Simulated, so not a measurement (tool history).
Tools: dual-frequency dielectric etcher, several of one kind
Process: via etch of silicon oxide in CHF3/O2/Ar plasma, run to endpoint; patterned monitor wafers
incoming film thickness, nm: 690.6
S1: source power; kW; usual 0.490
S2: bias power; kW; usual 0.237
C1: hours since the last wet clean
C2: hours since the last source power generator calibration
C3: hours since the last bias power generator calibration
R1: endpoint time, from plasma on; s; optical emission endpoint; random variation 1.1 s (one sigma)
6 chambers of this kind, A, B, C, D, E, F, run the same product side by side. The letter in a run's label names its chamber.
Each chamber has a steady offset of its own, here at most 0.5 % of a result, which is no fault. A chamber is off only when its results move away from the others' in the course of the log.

run 1B hour=3.6 | S1=0.490 S2=0.237 | C1=88.9 C2=2645.1 C3=909.2 | R1=342.29
run 2E hour=6.2 | S1=0.490 S2=0.237 | C1=454.0 C2=867.6 C3=152.1 | R1=342.30
run 3F hour=9.2 | S1=0.490 S2=0.237 | C1=382.7 C2=3583.8 C3=3081.8 | R1=343.96
run 4D hour=12.1 | S1=0.490 S2=0.237 | C1=502.7 C2=1346.2 C3=2758.1 | R1=342.54
run 5A hour=16.6 | S1=0.490 S2=0.237 | C1=351.8 C2=2159.9 C3=1289.4 | R1=343.45
run 6C hour=20.1 | S1=0.560 S2=0.237 | C1=110.4 C2=770.0 C3=407.9 | R1=326.25
run 7A hour=23.2 | S1=0.560 S2=0.237 | C1=358.4 C2=2166.5 C3=1296.0 | R1=326.54
run 8B hour=25.9 | S1=0.560 S2=0.237 | C1=111.2 C2=2667.4 C3=931.5 | R1=327.18
run 9E hour=28.9 | S1=0.560 S2=0.237 | C1=476.7 C2=890.3 C3=174.8 | R1=325.69
-- hour=33.0 chamber E: wet clean of the chamber
run 10F hour=33.2 | S1=0.560 S2=0.237 | C1=406.7 C2=3607.8 C3=3105.8 | R1=326.78
run 11C hour=36.8 | S1=0.560 S2=0.237 | C1=127.1 C2=786.7 C3=424.6 | R1=325.44
run 12D hour=41.1 | S1=0.490 S2=0.237 | C1=531.7 C2=1375.2 C3=2787.1 | R1=343.96
run 13F hour=45.9 | S1=0.490 S2=0.237 | C1=419.4 C2=3620.5 C3=3118.5 | R1=345.09
run 14E hour=48.8 | S1=0.450 S2=0.199 | C1=15.8 C2=910.2 C3=194.7 | R1=376.69
-- hour=50.2 chamber A: bias power generator calibrated
run 15A hour=53.3 | S1=0.450 S2=0.199 | C1=388.5 C2=2196.6 C3=3.2 | R1=378.92
run 16C hour=57.7 | S1=0.450 S2=0.199 | C1=148.0 C2=807.6 C3=445.5 | R1=377.10
run 17B hour=60.5 | S1=0.450 S2=0.199 | C1=145.8 C2=2702.0 C3=966.1 | R1=375.46
-- hour=62.1 chamber D: bias power generator calibrated
run 18D hour=65.5 | S1=0.450 S2=0.199 | C1=556.1 C2=1399.6 C3=3.5 | R1=376.49
run 19D hour=69.8 | S1=0.450 S2=0.199 | C1=560.4 C2=1403.9 C3=7.8 | R1=375.99
run 20C hour=73.5 | S1=0.490 S2=0.237 | C1=163.8 C2=823.4 C3=461.3 | R1=344.65
run 21E hour=78.8 | S1=0.490 S2=0.237 | C1=45.8 C2=940.2 C3=224.7 | R1=341.43
run 22F hour=84.2 | S1=0.490 S2=0.237 | C1=457.7 C2=3658.8 C3=3156.8 | R1=341.79
run 23B hour=89.1 | S1=0.590 S2=0.237 | C1=174.4 C2=2730.6 C3=994.7 | R1=321.33
run 24A hour=92.9 | S1=0.590 S2=0.237 | C1=428.1 C2=2236.2 C3=42.8 | R1=322.63
-- hour=97.6 chamber F: bias power generator calibrated
run 25E hour=97.9 | S1=0.590 S2=0.237 | C1=64.9 C2=959.3 C3=243.8 | R1=318.33
run 26B hour=101.6 | S1=0.590 S2=0.237 | C1=186.9 C2=2743.1 C3=1007.2 | R1=320.79
run 27A hour=106.4 | S1=0.590 S2=0.237 | C1=441.6 C2=2249.7 C3=56.3 | R1=322.09
run 28D hour=109.7 | S1=0.590 S2=0.237 | C1=600.3 C2=1443.8 C3=47.7 | R1=320.42
run 29C hour=113.7 | S1=0.490 S2=0.237 | C1=204.0 C2=863.6 C3=501.5 | R1=341.28
run 30F hour=117.3 | S1=0.490 S2=0.237 | C1=490.8 C2=3691.9 C3=19.7 | R1=338.68
run 31D hour=119.7 | S1=0.490 S2=0.237 | C1=610.3 C2=1453.8 C3=57.7 | R1=341.80
-- hour=122.8 chamber A: wet clean of the chamber
run 32C hour=123.7 | S1=0.490 S2=0.237 | C1=214.0 C2=873.6 C3=511.5 | R1=342.59
-- hour=128.3 chamber D: wet clean of the chamber
run 33F hour=129.0 | S1=0.490 S2=0.237 | C1=502.5 C2=3703.6 C3=31.4 | R1=339.45
run 34B hour=132.4 | S1=0.490 S2=0.237 | C1=217.7 C2=2773.9 C3=1038.0 | R1=343.24
run 35E hour=134.8 | S1=0.490 S2=0.237 | C1=101.8 C2=996.2 C3=280.7 | R1=341.80
run 36A hour=138.8 | S1=0.490 S2=0.237 | C1=16.0 C2=2282.1 C3=88.7 | R1=343.07
run 37C hour=141.5 | S1=0.490 S2=0.237 | C1=231.8 C2=891.4 C3=529.3 | R1=342.75
run 38B hour=145.8 | S1=0.490 S2=0.237 | C1=231.1 C2=2787.3 C3=1051.4 | R1=340.75
run 39E hour=149.8 | S1=0.490 S2=0.237 | C1=116.8 C2=1011.2 C3=295.7 | R1=341.23
run 40D hour=152.2 | S1=0.450 S2=0.186 | C1=23.9 C2=1486.3 C3=90.2 | R1=385.53
run 41F hour=155.7 | S1=0.450 S2=0.186 | C1=529.2 C2=3730.3 C3=58.1 | R1=376.77
run 42A hour=161.0 | S1=0.450 S2=0.186 | C1=38.2 C2=2304.3 C3=110.9 | R1=386.96
run 43E hour=163.8 | S1=0.450 S2=0.186 | C1=130.8 C2=1025.2 C3=309.7 | R1=383.96

Next, every chamber runs the same settings. What will each give?
run 44A hour=167.8 | S1=0.430 S2=0.237 | R1=?
run 44B hour=167.8 | S1=0.430 S2=0.237 | R1=?
run 44C hour=167.8 | S1=0.430 S2=0.237 | R1=?
run 44D hour=167.8 | S1=0.430 S2=0.237 | R1=?
run 44E hour=167.8 | S1=0.430 S2=0.237 | R1=?
run 44F hour=167.8 | S1=0.430 S2=0.237 | R1=?

run=44A R1=357.52
run=44B R1=360.30
run=44C R1=361.63
run=44D R1=360.92
run=44E R1=359.10
run=44F R1=350.91
